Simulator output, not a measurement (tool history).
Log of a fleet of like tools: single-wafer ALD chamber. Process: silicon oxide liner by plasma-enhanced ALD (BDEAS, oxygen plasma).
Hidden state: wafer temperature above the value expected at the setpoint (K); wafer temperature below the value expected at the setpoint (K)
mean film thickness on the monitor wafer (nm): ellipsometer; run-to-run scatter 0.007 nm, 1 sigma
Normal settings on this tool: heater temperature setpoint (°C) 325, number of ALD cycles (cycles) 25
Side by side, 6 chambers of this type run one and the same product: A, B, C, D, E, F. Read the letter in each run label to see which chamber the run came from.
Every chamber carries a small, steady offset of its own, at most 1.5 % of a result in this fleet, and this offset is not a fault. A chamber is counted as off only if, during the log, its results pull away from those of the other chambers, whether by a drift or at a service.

| run | hour | heater temperature setpoint (°C) | number of ALD cycles (cycles) | hours since the last thermocouple change | read-back reference wafer on the same gauge, thickness_nm | mean film thickness on the monitor wafer (nm) |
|---|---|---|---|---|---|---|
| 1E | 7.4 | 325 | 25 | 1762.8 | 2.3697 | 2.2498 |
| 2F | 15.4 | 325 | 25 | 861.4 | 2.3707 | 2.2245 |
| 3A | 26.1 | 325 | 25 | 1480.5 | 2.3690 | 2.2597 |
| 4C | 36.6 | 325 | 25 | 535.0 | 2.3701 | 2.2452 |
| 5D | 42.6 | 325 | 25 | 152.4 | 2.3721 | 2.2303 |
| 6B | 53.4 | 325 | 25 | 2201.0 | 2.3697 | 2.2182 |
| 7D | 64.4 | 325 | 25 | 174.2 | 2.3690 | 2.2505 |
| 8E | 69.8 | 325 | 25 | 1825.2 | 2.3694 | 2.2500 |
| 9C | 75.0 | 325 | 25 | 573.4 | 2.3701 | 2.2593 |
|  | 79.6 | chamber E: thermocouple changed; heater temperature recalibrated |
| 10F | 80.5 | 325 | 25 | 926.5 | 2.3680 | 2.2281 |
| 11B | 92.2 | 325 | 25 | 2239.8 | 2.3697 | 2.2228 |
| 12A | 100.9 | 334 | 23 | 1555.3 | 2.3695 | 2.0567 |
| 13E | 109.4 | 334 | 23 | 29.9 | 2.3717 | 2.0482 |
| 14F | 120.8 | 334 | 23 | 966.8 | 2.3700 | 2.0136 |
| 15A | 129.8 | 334 | 23 | 1584.2 | 2.3698 | 2.0414 |
| 16C | 137.7 | 334 | 23 | 636.1 | 2.3685 | 2.0493 |
| 17D | 145.0 | 334 | 23 | 254.8 | 2.3699 | 2.0217 |
| 18B | 154.5 | 325 | 25 | 2302.1 | 2.3704 | 2.2170 |
| 19C | 159.9 | 325 | 25 | 658.3 | 2.3707 | 2.2629 |
| 20B | 165.7 | 325 | 25 | 2313.3 | 2.3694 | 2.2143 |
| 21F | 171.5 | 335 | 25 | 1017.5 | 2.3706 | 2.1881 |
| 22A | 177.5 | 335 | 25 | 1631.9 | 2.3694 | 2.2249 |
| 23D | 186.9 | 335 | 25 | 296.7 | 2.3707 | 2.1986 |
| 24E | 193.0 | 335 | 25 | 113.5 | 2.3719 | 2.2271 |
| 25B | 198.7 | 335 | 25 | 2346.3 | 2.3689 | 2.1903 |
| 26F | 207.2 | 335 | 25 | 1053.2 | 2.3707 | 2.1886 |
| 27A | 212.8 | 325 | 25 | 1667.2 | 2.3687 | 2.2581 |
| 28E | 222.1 | 325 | 23 | 142.6 | 2.3701 | 2.0773 |
| 29D | 228.3 | 325 | 23 | 338.1 | 2.3713 | 2.0549 |
| 30C | 236.6 | 325 | 23 | 735.0 | 2.3697 | 2.0736 |
| 31B | 241.8 | 325 | 23 | 2389.4 | 2.3705 | 2.0436 |
|  | 250.6 | chamber A: thermocouple changed; heater temperature recalibrated |
| 32F | 251.8 | 325 | 23 | 1097.8 | 2.3697 | 2.0399 |
| 33E | 261.0 | 325 | 23 | 181.5 | 2.3703 | 2.0707 |
| 34D | 269.7 | 333 | 21 | 379.5 | 2.3690 | 1.8625 |
| 35C | 279.7 | 333 | 21 | 778.1 | 2.3698 | 1.8760 |
| 36A | 285.2 | 333 | 21 | 34.7 | 2.3701 | 1.8895 |

Decide between three cases: one chamber stands off from its peers, the gauge reading all wafers drifts, or nothing is wrong past each chamber's small offset. Where a chamber is off, say which and what most likely put it there.

No chamber is off and the gauge is stable; the differences are just each chamber's small, constant offset.
